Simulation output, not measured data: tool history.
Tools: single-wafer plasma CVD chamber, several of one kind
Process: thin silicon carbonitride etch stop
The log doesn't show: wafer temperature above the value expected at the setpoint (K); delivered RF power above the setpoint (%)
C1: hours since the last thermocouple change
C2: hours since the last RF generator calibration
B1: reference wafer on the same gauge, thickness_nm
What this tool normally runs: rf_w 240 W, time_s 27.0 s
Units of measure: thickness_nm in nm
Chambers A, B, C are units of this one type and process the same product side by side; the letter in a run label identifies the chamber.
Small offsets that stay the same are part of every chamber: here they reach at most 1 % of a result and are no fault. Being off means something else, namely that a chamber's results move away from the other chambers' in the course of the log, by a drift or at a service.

run 1B hour=6.7 | rf_w=240 time_s=27.0 | C1=1118.5 C2=1417.4 | B1=18.899 | thickness_nm=16.133
run 2C hour=13.7 | rf_w=240 time_s=27.0 | C1=40.1 C2=531.3 | B1=18.909 | thickness_nm=16.312
run 3A hour=23.2 | rf_w=240 time_s=27.0 | C1=1737.9 C2=1525.7 | B1=18.907 | thickness_nm=16.405
run 4B hour=31.1 | rf_w=240 time_s=27.0 | C1=1142.9 C2=1441.8 | B1=18.913 | thickness_nm=16.191
run 5A hour=37.0 | rf_w=240 time_s=28.7 | C1=1751.7 C2=1539.5 | B1=18.913 | thickness_nm=17.432
run 6C hour=42.4 | rf_w=240 time_s=28.7 | C1=68.8 C2=560.0 | B1=18.916 | thickness_nm=17.352
run 7C hour=49.2 | rf_w=240 time_s=28.7 | C1=75.6 C2=566.8 | B1=18.912 | thickness_nm=17.352
run 8A hour=55.7 | rf_w=240 time_s=27.0 | C1=1770.4 C2=1558.2 | B1=18.912 | thickness_nm=16.448
run 9B hour=63.2 | rf_w=240 time_s=27.0 | C1=1175.0 C2=1473.9 | B1=18.920 | thickness_nm=16.191
run 10A hour=70.5 | rf_w=240 time_s=27.0 | C1=1785.2 C2=1573.0 | B1=18.928 | thickness_nm=16.406
run 11B hour=79.1 | rf_w=240 time_s=27.0 | C1=1190.9 C2=1489.8 | B1=18.918 | thickness_nm=16.188
run 12C hour=86.7 | rf_w=240 time_s=27.0 | C1=113.1 C2=604.3 | B1=18.920 | thickness_nm=16.328
run 13C hour=97.5 | rf_w=240 time_s=27.0 | C1=123.9 C2=615.1 | B1=18.933 | thickness_nm=16.354
run 14B hour=104.8 | rf_w=240 time_s=27.0 | C1=1216.6 C2=1515.5 | B1=18.937 | thickness_nm=16.239
run 15A hour=116.8 | rf_w=240 time_s=27.0 | C1=1831.5 C2=1619.3 | B1=18.933 | thickness_nm=16.413
run 16A hour=125.1 | rf_w=240 time_s=27.0 | C1=1839.8 C2=1627.6 | B1=18.940 | thickness_nm=16.384
run 17C hour=131.0 | rf_w=240 time_s=27.0 | C1=157.4 C2=648.6 | B1=18.943 | thickness_nm=16.331
run 18B hour=142.1 | rf_w=240 time_s=27.0 | C1=1253.9 C2=1552.8 | B1=18.939 | thickness_nm=16.205
run 19A hour=153.8 | rf_w=240 time_s=27.0 | C1=1868.5 C2=1656.3 | B1=18.944 | thickness_nm=16.443
run 20B hour=165.4 | rf_w=240 time_s=27.0 | C1=1277.2 C2=1576.1 | B1=18.950 | thickness_nm=16.221
-- hour=168.6 chamber A: RF generator calibrated
run 21C hour=172.1 | rf_w=240 time_s=27.0 | C1=198.5 C2=689.7 | B1=18.949 | thickness_nm=16.349
run 22B hour=177.9 | rf_w=240 time_s=27.0 | C1=1289.7 C2=1588.6 | B1=18.956 | thickness_nm=16.204
run 23C hour=183.9 | rf_w=240 time_s=27.0 | C1=210.3 C2=701.5 | B1=18.956 | thickness_nm=16.372
run 24A hour=191.2 | rf_w=240 time_s=24.9 | C1=1905.9 C2=22.6 | B1=18.966 | thickness_nm=15.156
run 25B hour=202.5 | rf_w=240 time_s=24.9 | C1=1314.3 C2=1613.2 | B1=18.965 | thickness_nm=14.976
run 26C hour=211.3 | rf_w=240 time_s=24.9 | C1=237.7 C2=728.9 | B1=18.972 | thickness_nm=15.064
run 27A hour=221.8 | rf_w=240 time_s=27.0 | C1=1936.5 C2=53.2 | B1=18.974 | thickness_nm=16.449
run 28A hour=232.7 | rf_w=240 time_s=27.0 | C1=1947.4 C2=64.1 | B1=18.970 | thickness_nm=16.438
run 29C hour=241.5 | rf_w=240 time_s=27.0 | C1=267.9 C2=759.1 | B1=18.972 | thickness_nm=16.361
run 30B hour=247.5 | rf_w=240 time_s=27.0 | C1=1359.3 C2=1658.2 | B1=18.977 | thickness_nm=16.225
run 31A hour=257.1 | rf_w=240 time_s=27.0 | C1=1971.8 C2=88.5 | B1=18.976 | thickness_nm=16.455
run 32B hour=268.9 | rf_w=240 time_s=27.0 | C1=1380.7 C2=1679.6 | B1=18.977 | thickness_nm=16.214
run 33C hour=276.6 | rf_w=240 time_s=27.0 | C1=303.0 C2=794.2 | B1=18.985 | thickness_nm=16.367
run 34C hour=288.2 | rf_w=240 time_s=27.0 | C1=314.6 C2=805.8 | B1=18.999 | thickness_nm=16.394
run 35B hour=294.9 | rf_w=240 time_s=27.0 | C1=1406.7 C2=1705.6 | B1=18.989 | thickness_nm=16.250
run 36A hour=305.1 | rf_w=240 time_s=27.0 | C1=2019.8 C2=136.5 | B1=18.987 | thickness_nm=16.447
run 37C hour=313.3 | rf_w=240 time_s=27.0 | C1=339.7 C2=830.9 | B1=18.993 | thickness_nm=16.408
run 38A hour=325.4 | rf_w=240 time_s=24.3 | C1=2040.1 C2=156.8 | B1=19.002 | thickness_nm=14.818
run 39B hour=331.2 | rf_w=240 time_s=24.3 | C1=1443.0 C2=1741.9 | B1=19.005 | thickness_nm=14.654
run 40A hour=337.3 | rf_w=240 time_s=24.3 | C1=2052.0 C2=168.7 | B1=19.005 | thickness_nm=14.835
run 41C hour=348.6 | rf_w=240 time_s=27.0 | C1=375.0 C2=866.2 | B1=19.009 | thickness_nm=16.372

Is one chamber off against the others, does the gauge drift, or is nothing wrong? If a chamber is off, say which, and what the likeliest cause is.

Every chamber seems to shift together because the gauge that measures them all drifts; the chambers themselves are fine.
Cause: gauge reads high (%) = 0.58.

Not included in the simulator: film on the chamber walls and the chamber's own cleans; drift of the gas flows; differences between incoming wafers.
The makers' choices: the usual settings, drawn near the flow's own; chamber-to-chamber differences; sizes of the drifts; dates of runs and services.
